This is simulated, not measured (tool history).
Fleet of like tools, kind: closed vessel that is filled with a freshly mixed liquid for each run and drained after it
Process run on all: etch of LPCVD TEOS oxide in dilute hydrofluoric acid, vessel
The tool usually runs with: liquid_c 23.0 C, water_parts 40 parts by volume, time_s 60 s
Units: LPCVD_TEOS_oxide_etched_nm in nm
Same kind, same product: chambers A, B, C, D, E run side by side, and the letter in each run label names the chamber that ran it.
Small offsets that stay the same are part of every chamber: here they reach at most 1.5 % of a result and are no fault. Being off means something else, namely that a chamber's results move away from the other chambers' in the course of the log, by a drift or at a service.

run     day  liquid_c  water_parts  time_s  hours since the thermometer was replaced  hours since the hydrofluoric acid flow meter was replaced  read-back film thickness of the LPCVD TEOS oxide reference wafer, read on the same gauge (nm)  LPCVD_TEOS_oxide_etched_nm
 1D   0.392      23.0           40      60                                    1357.6                                                     2220.5                                                                                         130.01                      26.456
 2C   0.767      23.0           40      60                                      71.3                                                      565.4                                                                                         129.98                      26.597
      0.879  -- chamber D: hydrofluoric acid flow meter replaced
 3E   1.054      23.0           40      60                                     125.1                                                      224.5                                                                                         130.01                      25.857
 4B   1.408      23.0           40      60                                      51.1                                                      111.5                                                                                         130.00                      25.990
 5A   1.783      23.0           40      60                                     335.1                                                      267.1                                                                                         130.02                      26.084
 6B   1.971      25.5           40      85                                      64.6                                                      125.0                                                                                         130.02                      40.650
 7E   2.325      25.5           40      85                                     155.6                                                      255.0                                                                                         130.01                      40.554
 8A   2.683      25.5           40      85                                     356.7                                                      288.7                                                                                         129.98                      40.881
 9C   2.921      25.5           40      85                                     123.0                                                      617.1                                                                                         130.00                      40.876
10D   3.271      25.5           40      85                                    1426.7                                                       57.5                                                                                         129.99                      41.771
11B   3.496      23.0           40      60                                     101.2                                                      161.6                                                                                         129.96                      26.056
12C   3.667      23.0           40      60                                     140.9                                                      635.0                                                                                         130.02                      26.516
13E   4.017      23.0           40      60                                     196.2                                                      295.6                                                                                         129.99                      25.503
14D   4.346      23.0           40      60                                    1452.5                                                       83.3                                                                                         129.99                      26.952
15A   4.654      23.0           50      60                                     404.0                                                      336.0                                                                                         130.01                      20.684
16C   4.938      23.0           50      60                                     171.4                                                      665.5                                                                                         130.01                      20.730
17B   5.279      23.0           50      60                                     144.0                                                      204.4                                                                                         130.01                      20.541
18E   5.592      23.0           50      60                                     234.0                                                      333.4                                                                                         130.01                      20.147
19A   5.946      23.0           50      60                                     435.0                                                      367.0                                                                                         130.00                      20.448
20D   6.192      18.0           40      60                                    1496.8                                                      127.6                                                                                         130.01                      21.329
21E   6.529      18.0           40      60                                     256.5                                                      355.9                                                                                         129.98                      20.529
22C   6.888      18.0           40      60                                     218.2                                                      712.3                                                                                         130.00                      21.219
23D   7.133      18.0           40      60                                    1519.4                                                      150.2                                                                                         130.00                      21.340
24A   7.312      18.0           40      60                                     467.8                                                      399.8                                                                                         130.01                      21.112
25B   7.704      23.0           40      60                                     202.2                                                      262.6                                                                                         130.00                      26.286
26E   7.908      23.0           40      60                                     289.6                                                      389.0                                                                                         130.02                      24.925
27C   8.088      23.0           40      60                                     247.0                                                      741.1                                                                                         130.00                      26.218
28A   8.283      23.0           40      60                                     491.1                                                      423.1                                                                                         129.99                      25.899
29D   8.562      23.0           40      60                                    1553.7                                                      184.5                                                                                         130.00                      26.687
30B   8.938      23.0           30      60                                     231.8                                                      292.2                                                                                         129.99                      35.552
31B   9.267      23.0           30      60                                     239.7                                                      300.1                                                                                         130.01                      35.624
32D   9.588      23.0           30      60                                    1578.3                                                      209.1                                                                                         129.99                      36.072
33C   9.896      23.0           30      60                                     290.4                                                      784.5                                                                                         130.02                      35.147
34A  10.192      23.0           30      60                                     536.9                                                      468.9                                                                                         129.99                      34.983
35E  10.362      23.0           40      60                                     348.5                                                      447.9                                                                                         130.00                      24.368
36B  10.600      23.0           40      60                                     271.7                                                      332.1                                                                                         129.99                      26.206
37A  10.912      23.0           40      60                                     554.2                                                      486.2                                                                                         130.03                      25.916
38C  11.229      23.0           40      60                                     322.4                                                      816.5                                                                                         130.01                      26.025
39E  11.571      23.0           40      60                                     377.5                                                      476.9                                                                                         130.00                      24.303
40D  11.925      23.0           40      60                                    1634.4                                                      265.2                                                                                         130.02                      26.753
41B  12.192      23.0           40      60                                     309.9                                                      370.3                                                                                         129.99                      26.305
42C  12.467      23.0           40      60                                     352.1                                                      846.2                                                                                         130.00                      26.168
43D  12.821      23.0           40      60                                    1655.9                                                      286.7                                                                                         129.99                      26.247

Which is it: a chamber that has drifted or been left off by a service, a gauge drift common to all chambers, or only each chamber's usual small offset? If a chamber is off, name it and its likeliest cause.

Chamber E drifts away from the others.
What lies behind it: hydrofluoric acid flow below the setpoint (%) = 8.48.
The log may not tell that from: liquid colder than its thermometer reads (K).

Here are 4 candidates for chamber E's next run, each the usual settings with a change, their results left as question marks. Which one brings its results back in line with what the others give on the usual settings?
In line means no further than this from the other chambers' mean on the usual settings: LPCVD_TEOS_oxide_etched_nm 0.740 nm
44E-1  13.104      23.0           35      65                                                                                                                                                                                                                               ?
44E-2  13.104      23.0           45      55                                                                                                                                                                                                                               ?
44E-3  13.104      23.5           40      65                                                                                                                                                                                                                               ?
44E-4  13.104      20.5           40      60                                                                                                                                                                                                                               ?

Mean of the other chambers on the usual settings: LPCVD_TEOS_oxide_etched_nm 26.273 nm
  run  LPCVD_TEOS_oxide_etched_nm
44E-1                      29.524
44E-2                      19.229
44E-3                      26.242
44E-4                      21.320
The right change is 44E-3: it brings the chamber back within the allowed miss of the others.
